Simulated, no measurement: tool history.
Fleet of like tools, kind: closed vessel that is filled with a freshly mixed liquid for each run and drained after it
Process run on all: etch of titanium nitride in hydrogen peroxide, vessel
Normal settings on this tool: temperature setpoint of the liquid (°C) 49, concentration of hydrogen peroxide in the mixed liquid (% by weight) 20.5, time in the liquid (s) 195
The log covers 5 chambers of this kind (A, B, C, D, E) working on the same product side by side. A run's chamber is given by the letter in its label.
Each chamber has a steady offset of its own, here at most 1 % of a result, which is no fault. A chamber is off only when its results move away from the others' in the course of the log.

run	hour	temperature setpoint of the liquid (°C)	concentration of hydrogen peroxide in the mixed liquid (% by weight)	time in the liquid (s)	read-back film thickness of the titanium nitride reference wafer, read on the same gauge (nm)	thickness taken off the titanium nitride on a monitor wafer (Å)
1E	8.6	49	20.5	195	59.997	45.902
2D	17	49	20.5	195	60.003	46.057
# hour 24.2: chamber A: new drum of peroxide connected
3A	26	49	20.5	195	59.983	45.566
4B	33.3	49	20.5	195	60.006	45.481
5C	41.1	49	20.5	195	60.001	45.66
6C	50.3	49	20.5	195	60.017	44.889
7E	58.2	49	16.5	255	60.009	56.773
8B	63.8	49	16.5	255	59.998	57.426
# hour 70.9: chamber B: thermometer replaced
9D	73.7	49	16.5	255	59.986	55.676
10A	80.1	49	16.5	255	60.012	56.665
11D	85.6	49	16.5	255	60.015	55.439
12E	91.3	49	20.5	195	59.991	45.558
13A	101	45	20.5	195	60	34.281
14B	109.6	45	20.5	195	59.994	33.934
15C	115.5	45	20.5	195	59.986	33.613
16B	125.9	45	20.5	195	60.003	34.089
17A	131.3	45	20.5	195	59.978	33.944
18E	136.3	44.5	20.5	120	60.002	19.901
# hour 146.6: chamber C: thermometer replaced
19D	147.5	44.5	20.5	120	59.997	19.094
20C	156	44.5	20.5	120	60.031	20.097
# hour 160.8: chamber C: new drum of peroxide connected
21E	162.5	44.5	20.5	120	60.018	20.032
22D	171.7	44.5	20.5	120	60.014	18.736
23B	182.8	49	20.5	195	60.018	45.859
24C	193.2	49	20.5	195	60.004	45.38
25A	198.9	49	20.5	195	60.028	44.818
26B	205.7	49	20.5	195	59.999	45.321
27A	211.2	49	20.5	195	60.016	45.246
28D	216.5	49	20.5	195	60.008	41.976
29C	224.2	49	20.5	195	60.007	44.93
30E	231.6	49	20.5	195	60.008	45.219
# hour 233.1: chamber B: new drum of peroxide connected
31B	237.1	49	20.5	195	59.997	45.464
32D	242.9	49	20.5	195	59.964	41.794
33A	253.5	49	20.5	195	60.011	45.237
34C	259.1	49	26	195	60.004	47.739
35E	270.7	49	26	195	60.025	47.569
36B	280.6	49	26	195	60	48.203
37A	286.9	49	26	195	60.002	48.163

Decide between three cases: one chamber stands off from its peers, the gauge reading all wafers drifts, or nothing is wrong past each chamber's small offset. Where a chamber is off, say which and what most likely put it there.

Chamber D drifts away from the others.
Cause: liquid colder than its thermometer reads (K) = 1.39.

Which of the 4 candidates below, each the usual settings with something changed and its results left as question marks, puts chamber D back in line with what the other chambers give on the usual settings?
In line means no further than this from the other chambers' mean on the usual settings: thickness taken off the titanium nitride on a monitor wafer (Å) 1.2
38D-1	295.2	49	20.5	185		?
38D-2	295.2	50.5	20.5	195		?
38D-3	295.2	49	25	195		?
38D-4	295.2	49	20.5	175		?

Mean of the other chambers on the usual settings: thickness taken off the titanium nitride on a monitor wafer (Å) 45.35
run	thickness taken off the titanium nitride on a monitor wafer (Å)
38D-1	38.903
38D-2	45.783
38D-3	42.788
38D-4	36.801
The answer is 38D-2, which returns the chamber to within the allowed miss of the others.
